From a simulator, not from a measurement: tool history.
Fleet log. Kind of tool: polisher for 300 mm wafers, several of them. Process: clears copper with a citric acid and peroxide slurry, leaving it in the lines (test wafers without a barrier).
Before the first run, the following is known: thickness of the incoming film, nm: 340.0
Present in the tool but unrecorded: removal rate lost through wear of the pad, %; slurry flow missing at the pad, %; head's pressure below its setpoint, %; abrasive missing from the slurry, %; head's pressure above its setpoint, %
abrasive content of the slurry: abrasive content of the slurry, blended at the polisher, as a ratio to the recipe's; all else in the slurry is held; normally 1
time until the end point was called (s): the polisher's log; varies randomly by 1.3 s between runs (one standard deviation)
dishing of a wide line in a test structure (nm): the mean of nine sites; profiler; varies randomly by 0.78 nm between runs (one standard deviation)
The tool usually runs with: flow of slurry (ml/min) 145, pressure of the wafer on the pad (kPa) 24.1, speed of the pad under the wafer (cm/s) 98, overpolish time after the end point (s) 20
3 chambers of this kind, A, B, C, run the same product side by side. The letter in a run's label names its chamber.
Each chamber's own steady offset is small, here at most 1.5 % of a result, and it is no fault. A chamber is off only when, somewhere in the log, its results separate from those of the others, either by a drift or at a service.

| run | hour | flow of slurry (ml/min) | pressure of the wafer on the pad (kPa) | speed of the pad under the wafer (cm/s) | abrasive content of the slurry | overpolish time after the end point (s) | wafers polished on this pad | hours since the slurry nozzle was cleaned | hours since the head pressure was calibrated | hours since the slurry blender was calibrated | time until the end point was called (s) | dishing of a wide line in a test structure (nm) |
|---|---|---|---|---|---|---|---|---|---|---|---|---|
| 1A | 5.1 | 145 | 24.1 | 98 | 1 | 20 | 923 | 339.3 | 918.8 | 231.6 | 134.68 | 35.591 |
| 2C | 7.8 | 145 | 24.1 | 98 | 1 | 20 | 368 | 147 | 285.8 | 46.1 | 133.19 | 35.379 |
| 3B | 11.4 | 145 | 24.1 | 98 | 1 | 20 | 743 | 168.4 | 574.3 | 81.8 | 133.56 | 37.109 |
| 4C | 14.4 | 145 | 24.1 | 98 | 1 | 20 | 433 | 153.6 | 292.4 | 52.7 | 131.66 | 36.61 |
| 5B | 19.4 | 145 | 24.1 | 98 | 1 | 20 | 822 | 176.4 | 582.3 | 89.8 | 132.06 | 36.375 |
|  | 20.3 | chamber A: worn pad replaced by a new one |
| 6A | 22 | 145 | 24.1 | 98 | 1 | 20 | 16 | 356.2 | 935.7 | 248.5 | 135.87 | 37.426 |
| 7B | 25.8 | 145 | 24.1 | 98 | 1 | 20 | 886 | 182.8 | 588.7 | 96.2 | 135.01 | 36.245 |
| 8C | 29 | 145 | 24.1 | 98 | 1 | 20 | 578 | 168.2 | 307 | 67.3 | 133.24 | 34.863 |
| 9A | 32.5 | 145 | 24.1 | 98 | 1 | 20 | 120 | 366.7 | 946.2 | 259 | 132.27 | 35.463 |
| 10B | 35.1 | 145 | 24.1 | 98 | 1 | 20 | 978 | 192.1 | 598 | 105.5 | 134.46 | 36.719 |
|  | 37.6 | chamber B: worn pad replaced by a new one |
| 11A | 37.6 | 145 | 24.1 | 98 | 1 | 20 | 171 | 371.8 | 951.3 | 264.1 | 135.67 | 36.027 |
| 12C | 43.1 | 145 | 24.1 | 98 | 1 | 20 | 717 | 182.3 | 321.1 | 81.4 | 133.58 | 36.01 |
| 13C | 46.1 | 145 | 24.1 | 98 | 1 | 20 | 747 | 185.3 | 324.1 | 84.4 | 135.68 | 36.274 |
| 14B | 49.5 | 145 | 29.6 | 98 | 1 | 11 | 118 | 206.5 | 612.4 | 119.9 | 110.07 | 25.067 |
| 15A | 55 | 145 | 29.6 | 98 | 1 | 11 | 343 | 389.2 | 968.7 | 281.5 | 109.42 | 24.951 |
| 16B | 58.3 | 145 | 29.6 | 98 | 1 | 11 | 205 | 215.3 | 621.2 | 128.7 | 108.34 | 25.218 |
|  | 58.9 | chamber B: slurry blender recalibrated |
| 17C | 61.3 | 145 | 24.1 | 98 | 1 | 20 | 897 | 200.5 | 339.3 | 99.6 | 132.09 | 35.446 |
| 18A | 64.3 | 145 | 24.1 | 98 | 1 | 20 | 435 | 398.5 | 978 | 290.8 | 132.8 | 37.139 |
|  | 66.6 | chamber A: head pressure recalibrated |
|  | 68.5 | chamber A: slurry blender recalibrated |
| 19B | 69.2 | 145 | 24.1 | 98 | 1 | 20 | 313 | 226.2 | 632.1 | 10.4 | 133.73 | 36.012 |
| 20A | 74.2 | 145 | 24.1 | 98 | 1 | 20 | 533 | 408.4 | 7.7 | 5.7 | 149.85 | 32.124 |
| 21C | 79.8 | 145 | 24.1 | 98 | 1 | 20 | 1080 | 219 | 357.8 | 118.1 | 132.38 | 35.904 |
| 22A | 83.3 | 145 | 24.1 | 98 | 1 | 20 | 623 | 417.5 | 16.8 | 14.8 | 150.78 | 31.629 |
| 23B | 86.3 | 145 | 24.1 | 98 | 1 | 20 | 482 | 243.3 | 649.2 | 27.5 | 136.09 | 35.693 |
|  | 88 | chamber C: worn pad replaced by a new one |
| 24C | 90.8 | 145 | 24.1 | 98 | 1 | 20 | 27 | 230 | 368.8 | 129.1 | 134.64 | 36.279 |
|  | 91 | chamber A: slurry nozzle cleaned |
|  | 94.1 | chamber B: slurry nozzle cleaned |
| 25B | 94.3 | 145 | 24.1 | 98 | 1 | 20 | 561 | 0.3 | 657.2 | 35.5 | 130.32 | 35.72 |
| 26A | 98.4 | 145 | 24.1 | 98 | 1 | 20 | 772 | 7.4 | 31.9 | 29.9 | 149.47 | 32.218 |
| 27C | 101.9 | 145 | 24.1 | 98 | 1 | 20 | 137 | 241.1 | 379.9 | 140.2 | 133.11 | 35.437 |
| 28C | 106.7 | 145 | 24.1 | 98 | 1 | 20 | 185 | 245.9 | 384.7 | 145 | 133.15 | 35.249 |
| 29A | 110 | 145 | 24.1 | 98 | 1 | 20 | 887 | 19 | 43.5 | 41.5 | 151.41 | 33.293 |

Which is it: a chamber that has drifted or been left off by a service, a gauge drift common to all chambers, or only each chamber's usual small offset? If a chamber is off, name it and its likeliest cause.

A service left chamber A off against the others.
Likeliest cause: head's pressure below its setpoint, % = 10.1.

Here are 4 candidates for chamber A's next run, each the usual settings with a change, their results left as question marks. Which one brings its results back in line with what the others give on the usual settings?
In-line tolerance around the mean of the other chambers on the usual settings: time until the end point was called (s) 4.6; dishing of a wide line in a test structure (nm) 2.7
| 30A-1 | 114 | 145 | 25.5 | 104 | 1 | 20 |  |  |  |  | ? | ? |
| 30A-2 | 114 | 145 | 24.8 | 100 | 1 | 20 |  |  |  |  | ? | ? |
| 30A-3 | 114 | 145 | 23.4 | 96 | 1 | 20 |  |  |  |  | ? | ? |
| 30A-4 | 114 | 145 | 22.8 | 92 | 1 | 20 |  |  |  |  | ? | ? |

Other chambers, usual settings, mean: time until the end point was called (s) 132.98; dishing of a wide line in a test structure (nm) 36.218
| run | time until the end point was called (s) | dishing of a wide line in a test structure (nm) |
|---|---|---|
| 30A-1 | 133.89 | 35.746 |
| 30A-2 | 142.86 | 33.719 |
| 30A-3 | 157.16 | 30.904 |
| 30A-4 | 168.58 | 28.986 |
30A-1 is the one that brings the chamber's results back in line with the other chambers.

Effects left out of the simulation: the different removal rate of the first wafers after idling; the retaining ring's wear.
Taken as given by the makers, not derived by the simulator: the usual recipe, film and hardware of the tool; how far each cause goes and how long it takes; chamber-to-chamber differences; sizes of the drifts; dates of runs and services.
